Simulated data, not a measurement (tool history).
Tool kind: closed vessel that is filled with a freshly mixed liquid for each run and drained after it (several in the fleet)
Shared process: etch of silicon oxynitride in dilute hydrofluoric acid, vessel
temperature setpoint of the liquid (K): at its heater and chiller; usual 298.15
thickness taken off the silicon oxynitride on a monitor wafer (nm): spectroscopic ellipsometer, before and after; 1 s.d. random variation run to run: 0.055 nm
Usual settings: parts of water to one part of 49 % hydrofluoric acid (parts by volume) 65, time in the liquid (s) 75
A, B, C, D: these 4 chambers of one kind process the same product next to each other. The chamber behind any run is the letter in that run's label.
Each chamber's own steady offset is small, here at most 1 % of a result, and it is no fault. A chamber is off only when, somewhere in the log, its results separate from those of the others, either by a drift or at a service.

run   hour  temperature setpoint of the liquid (K)  parts of water to one part of 49 % hydrofluoric acid (parts by volume)  time in the liquid (s)  read-back film thickness of the silicon oxynitride reference wafer, read on the same gauge (nm)  thickness taken off the silicon oxynitride on a monitor wafer (nm)
 1D    4.7                                  298.15                                                                      65                      75                                                                                           80.013                                                              5.8580
 2B    7.4                                  298.15                                                                      65                      75                                                                                           80.013                                                              5.8897
 3A   11.1                                  298.15                                                                      65                      75                                                                                           80.005                                                              6.0935
 4C   14.8                                  298.15                                                                      65                      75                                                                                           80.004                                                              5.9766
 5B   17.8                                  298.15                                                                      65                      75                                                                                           80.017                                                              6.0014
 6A   22.5                                  298.15                                                                      65                      75                                                                                           80.001                                                              5.9237
 7D   26.3                                  298.15                                                                      65                      75                                                                                           79.996                                                              5.8325
 8C   29.1                                  298.15                                                                      65                      75                                                                                           80.015                                                              6.0804
 9D   33.7                                  298.15                                                                      65                      75                                                                                           79.991                                                              5.8237
      37.4  -- chamber B: thermometer replaced
10C   38.1                                  298.15                                                                      65                      75                                                                                           79.967                                                              6.0208
11A   42.0                                  298.15                                                                      65                      75                                                                                           79.989                                                              5.8985
12B   44.7                                  298.15                                                                      65                      75                                                                                           80.007                                                              5.9192
13B   50.0                                  298.15                                                                      65                      75                                                                                           79.985                                                              6.0481
14A   52.8                                  298.15                                                                      65                      75                                                                                           80.003                                                              5.9778
15C   57.2                                  298.15                                                                      65                      75                                                                                           79.986                                                              6.0460
16D   61.2                                  298.15                                                                      65                      75                                                                                           79.998                                                              5.9146
17B   64.8                                  298.15                                                                      45                     120                                                                                           79.996                                                             13.9280
18D   69.1                                  298.15                                                                      45                     120                                                                                           79.963                                                             13.9440
19C   71.8                                  298.15                                                                      45                     120                                                                                           80.005                                                             14.0790
20A   77.0                                  298.15                                                                      45                     120                                                                                           80.030                                                             13.7350
21A   80.0                                  298.15                                                                      65                      75                                                                                           79.994                                                              5.9853
22B   85.2                                  298.15                                                                      65                      75                                                                                           79.997                                                              5.9221
23C   89.8                                  298.15                                                                      65                      75                                                                                           80.012                                                              6.0656
24D   92.3                                  298.15                                                                      65                      75                                                                                           79.984                                                              5.9761
25B   95.0                                  298.15                                                                      65                      75                                                                                           80.030                                                              5.9630
26D   98.6                                  302.15                                                                      80                      75                                                                                           80.004                                                              5.8171
27A  103.1                                  302.15                                                                      80                      75                                                                                           79.987                                                              5.8369
28C  108.3                                  302.15                                                                      80                      75                                                                                           79.987                                                              5.7847
29C  113.0                                  302.15                                                                      80                      75                                                                                           80.008                                                              5.8109
30D  117.2                                  298.15                                                                      65                      75                                                                                           80.026                                                              5.9577
31A  120.6                                  298.15                                                                      65                      75                                                                                           80.017                                                              6.0273

Predict what each chamber gives when all 4 of them run the settings below next.
32A  124.4                                  298.15                                                                      65                      75                                                                                                                                                                    ?
32B  124.4                                  298.15                                                                      65                      75                                                                                                                                                                    ?
32C  124.4                                  298.15                                                                      65                      75                                                                                                                                                                    ?
32D  124.4                                  298.15                                                                      65                      75                                                                                                                                                                    ?

run  thickness taken off the silicon oxynitride on a monitor wafer (nm)
32A                                                              5.9984
32B                                                              6.0298
32C                                                              6.0087
32D                                                              5.9229

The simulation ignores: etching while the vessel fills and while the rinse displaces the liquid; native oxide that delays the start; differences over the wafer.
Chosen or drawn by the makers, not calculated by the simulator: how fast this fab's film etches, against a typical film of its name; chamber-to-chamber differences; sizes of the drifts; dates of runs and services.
